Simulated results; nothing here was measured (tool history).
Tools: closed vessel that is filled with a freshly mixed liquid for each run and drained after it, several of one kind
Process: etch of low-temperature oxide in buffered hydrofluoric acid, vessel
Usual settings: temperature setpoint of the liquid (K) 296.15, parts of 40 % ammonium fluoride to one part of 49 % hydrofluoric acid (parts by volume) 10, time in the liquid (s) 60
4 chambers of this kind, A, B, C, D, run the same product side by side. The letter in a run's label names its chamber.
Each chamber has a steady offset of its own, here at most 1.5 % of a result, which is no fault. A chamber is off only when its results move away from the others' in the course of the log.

run	hour	temperature setpoint of the liquid (K)	parts of 40 % ammonium fluoride to one part of 49 % hydrofluoric acid (parts by volume)	time in the liquid (s)	read-back film thickness of the low-temperature oxide reference wafer, read on the same gauge (nm)	thickness taken off the low-temperature oxide on a monitor wafer (Å)
1B	7.6	296.15	10	60	100	1492.8
2C	16.5	296.15	10	60	99.99	1480.5
3D	21.6	296.15	10	60	100	1441.8
4A	25.5	296.15	10	60	100.01	1492.7
5D	29.9	296.15	10	60	100.01	1483.6
6C	37.7	296.15	10	60	100.02	1507.3
7A	43.1	296.15	10	60	100.03	1483.3
8B	51.9	296.15	10	60	99.936	1537.7
# hour 57.9: chamber C: thermometer replaced
9A	59.8	296.15	10	60	100.01	1479.4
10B	65.1	296.15	10	60	100.02	1517.9
11D	69.9	296.15	10	60	100.03	1494
12C	74	296.15	10	60	100.04	1507.3
13C	78.7	296.15	10	60	100.03	1479.7
14A	82.8	296.15	10	30	100.04	732.87
15D	89.4	296.15	10	30	99.992	728.07
16B	95.7	296.15	10	30	100.01	785.46
17D	103.4	296.15	10	30	99.998	731.42
18B	108.3	296.15	10	60	99.998	1605.3
19A	114.7	296.15	10	60	100.03	1468.5
20C	120.9	296.15	10	50	99.962	1228.8
21A	127.6	296.15	10	50	99.956	1222.2
22C	134.3	296.15	10	50	100.02	1241.4
23B	140.8	296.15	10	50	100.02	1322.2
24D	146.9	296.15	12	60	99.98	1232.1
25B	152.5	296.15	12	60	100.01	1393.4
26D	160.9	296.15	12	60	99.983	1225.9
27A	168.4	296.15	12	60	100	1228.2
28C	174.1	296.15	10	60	99.978	1477.2
# hour 176.5: chamber C: hydrofluoric acid flow meter replaced
29C	182.9	296.15	10	60	99.973	1489.2
30D	187.3	296.15	10	60	99.993	1468.9

All 4 chambers run these settings next. Forecast each chamber's results:
31A	193.7	296.15	10	60		?
31B	193.7	296.15	10	60		?
31C	193.7	296.15	10	60		?
31D	193.7	296.15	10	60		?

run	thickness taken off the low-temperature oxide on a monitor wafer (Å)
31A	1486.2
31B	1694.5
31C	1464.8
31D	1457.9
